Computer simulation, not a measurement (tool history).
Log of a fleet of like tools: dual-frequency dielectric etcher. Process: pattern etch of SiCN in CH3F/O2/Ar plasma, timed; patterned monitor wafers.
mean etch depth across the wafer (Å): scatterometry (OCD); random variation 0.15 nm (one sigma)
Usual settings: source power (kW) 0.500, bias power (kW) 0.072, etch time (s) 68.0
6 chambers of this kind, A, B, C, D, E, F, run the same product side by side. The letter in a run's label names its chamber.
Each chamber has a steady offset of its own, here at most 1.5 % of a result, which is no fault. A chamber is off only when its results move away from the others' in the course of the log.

| run | hour | source power (kW) | bias power (kW) | etch time (s) | read-back reference wafer on the same gauge, depth_nm | mean etch depth across the wafer (Å) |
|---|---|---|---|---|---|---|
| 1B | 4.0 | 0.500 | 0.072 | 68.0 | 29.614 | 277.71 |
| 2E | 7.3 | 0.500 | 0.072 | 68.0 | 29.593 | 270.99 |
| 3A | 9.8 | 0.500 | 0.072 | 68.0 | 29.559 | 279.30 |
| 4F | 12.3 | 0.500 | 0.072 | 68.0 | 29.595 | 276.43 |
| 5D | 15.3 | 0.500 | 0.072 | 68.0 | 29.552 | 279.14 |
| 6C | 19.1 | 0.500 | 0.072 | 68.0 | 29.560 | 277.92 |
| 7C | 22.5 | 0.500 | 0.072 | 49.5 | 29.639 | 202.99 |
| 8D | 28.1 | 0.500 | 0.072 | 49.5 | 29.591 | 203.16 |
| 9A | 33.6 | 0.500 | 0.072 | 49.5 | 29.659 | 204.11 |
| 10E | 36.1 | 0.500 | 0.072 | 49.5 | 29.617 | 197.92 |
| 11B | 39.8 | 0.500 | 0.072 | 49.5 | 29.553 | 204.15 |
| 12F | 42.6 | 0.500 | 0.072 | 49.5 | 29.613 | 201.32 |
| 13C | 45.3 | 0.500 | 0.072 | 68.0 | 29.581 | 280.18 |
| 14E | 48.6 | 0.500 | 0.072 | 68.0 | 29.544 | 273.49 |
| 15A | 53.1 | 0.500 | 0.072 | 68.0 | 29.599 | 281.56 |
| 16B | 57.9 | 0.500 | 0.072 | 68.0 | 29.617 | 276.49 |
| 17D | 63.3 | 0.500 | 0.072 | 68.0 | 29.618 | 280.70 |
| 18F | 68.8 | 0.500 | 0.072 | 68.0 | 29.611 | 276.34 |
| 19A | 71.3 | 0.500 | 0.072 | 68.0 | 29.600 | 279.97 |
|  | 72.0 | chamber D: wet clean of the chamber |
| 20B | 75.8 | 0.500 | 0.072 | 68.0 | 29.609 | 278.09 |
| 21D | 79.9 | 0.500 | 0.072 | 68.0 | 29.603 | 292.04 |
| 22C | 82.8 | 0.500 | 0.072 | 68.0 | 29.612 | 279.32 |
| 23F | 86.3 | 0.500 | 0.072 | 68.0 | 29.614 | 277.35 |
| 24E | 91.8 | 0.500 | 0.072 | 68.0 | 29.611 | 273.39 |
| 25F | 96.2 | 0.500 | 0.072 | 68.0 | 29.566 | 275.91 |
| 26B | 101.4 | 0.500 | 0.072 | 68.0 | 29.605 | 275.68 |
| 27C | 105.6 | 0.500 | 0.072 | 68.0 | 29.608 | 280.04 |
| 28E | 110.1 | 0.500 | 0.072 | 68.0 | 29.609 | 275.14 |
| 29D | 114.4 | 0.500 | 0.055 | 74.5 | 29.619 | 293.12 |
| 30A | 118.0 | 0.500 | 0.055 | 74.5 | 29.574 | 280.00 |
| 31A | 122.5 | 0.500 | 0.055 | 74.5 | 29.583 | 280.40 |
|  | 127.9 | chamber C: wet clean of the chamber |
| 32C | 127.9 | 0.500 | 0.055 | 74.5 | 29.580 | 280.34 |
| 33D | 131.5 | 0.500 | 0.055 | 74.5 | 29.623 | 295.58 |
| 34B | 135.6 | 0.500 | 0.055 | 74.5 | 29.581 | 279.80 |
| 35E | 138.6 | 0.600 | 0.072 | 68.0 | 29.537 | 290.64 |
| 36F | 142.4 | 0.600 | 0.072 | 68.0 | 29.587 | 295.66 |

Is one chamber off against the others, does the gauge drift, or is nothing wrong? If a chamber is off, say which, and what the likeliest cause is.

A service left chamber D off against the others.
Cause: etch rate over this chamber's usual, % = 4.93.

Here are 4 candidates for chamber D's next run, each the usual settings with a change, their results left as question marks. Which one brings its results back in line with what the others give on the usual settings?
In line means no further than this from the other chambers' mean on the usual settings: mean etch depth across the wafer (Å) 5.20
| 37D-1 | 146.4 | 0.510 | 0.072 | 71.5 |  | ? |
| 37D-2 | 146.4 | 0.460 | 0.066 | 68.0 |  | ? |
| 37D-3 | 146.4 | 0.500 | 0.072 | 66.5 |  | ? |
| 37D-4 | 146.4 | 0.500 | 0.077 | 68.0 |  | ? |

The other chambers' mean on the usual settings: mean etch depth across the wafer (Å) 277.22
| run | mean etch depth across the wafer (Å) |
|---|---|
| 37D-1 | 311.94 |
| 37D-2 | 276.74 |
| 37D-3 | 287.93 |
| 37D-4 | 301.38 |
37D-2 brings the chamber back in line.

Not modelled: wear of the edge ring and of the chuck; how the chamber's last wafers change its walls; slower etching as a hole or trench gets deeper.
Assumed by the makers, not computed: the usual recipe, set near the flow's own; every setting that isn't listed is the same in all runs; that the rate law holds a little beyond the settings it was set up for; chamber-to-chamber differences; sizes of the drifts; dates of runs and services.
